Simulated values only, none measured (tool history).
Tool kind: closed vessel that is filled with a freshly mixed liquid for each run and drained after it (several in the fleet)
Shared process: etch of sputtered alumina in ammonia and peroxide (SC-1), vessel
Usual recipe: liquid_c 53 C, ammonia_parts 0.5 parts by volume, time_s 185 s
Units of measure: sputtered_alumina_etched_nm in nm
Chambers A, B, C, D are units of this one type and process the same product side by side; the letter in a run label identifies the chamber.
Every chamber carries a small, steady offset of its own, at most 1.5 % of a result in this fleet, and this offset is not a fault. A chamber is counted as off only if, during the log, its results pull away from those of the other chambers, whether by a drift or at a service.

run	hour	liquid_c	ammonia_parts	time_s	read-back film thickness of the sputtered alumina reference wafer, read on the same gauge (nm)	sputtered_alumina_etched_nm
1A	7.1	53	0.5	185	110	11.823
2D	15	53	0.5	185	109.97	11.907
3B	25.6	53	0.5	185	110	11.916
4C	34.2	53	0.5	185	110	11.995
# hour 43.7: chamber B: ammonia flow meter replaced
5D	48.1	53	0.5	185	110.01	11.933
6C	58.6	53	0.5	185	110.03	11.999
7A	69.4	53	0.5	185	110.01	11.869
8B	76.3	53	0.5	185	109.99	11.879
9C	89.3	53	0.5	185	109.99	11.827
# hour 102.3: chamber A: new drum of ammonia solution connected
10D	103.2	53	0.65	185	109.99	12.251
11A	116	53	0.65	185	109.97	12.048
12B	124.2	53	0.65	185	110.02	12.256
13D	137	53	0.65	185	110.01	12.194
14C	146.2	53	0.5	185	109.99	11.999
15A	159.3	53	0.5	185	110	11.821
16B	168.9	53	0.5	185	110	11.857
17B	178.6	53	0.5	185	109.98	12.023
18C	192.3	53	0.5	185	109.99	11.851
19D	201.4	53	0.5	185	109.99	11.952
20A	213.3	53	0.5	185	109.99	11.83
21A	227.6	53	0.5	185	110.02	11.842
22D	239.7	53	0.5	185	110.02	11.921
23C	252.7	53	0.5	185	109.99	11.869
24B	262.9	53	0.5	185	109.97	12.112
# hour 264.7: chamber A: ammonia flow meter replaced
25A	274.5	53	0.5	185	109.99	11.836
26C	284.8	53	0.5	185	110.01	11.828
27B	295.3	53	0.5	185	110	11.836
28D	302.7	53	0.5	185	110.01	11.904
29B	309.6	53	0.5	185	109.99	12.058
30A	321.5	53	0.5	185	109.99	11.715

Decide between three cases: one chamber stands off from its peers, the gauge reading all wafers drifts, or nothing is wrong past each chamber's small offset. Where a chamber is off, say which and what most likely put it there.

The fleet is healthy, with each chamber sitting at its usual small offset and no drift in the gauge.
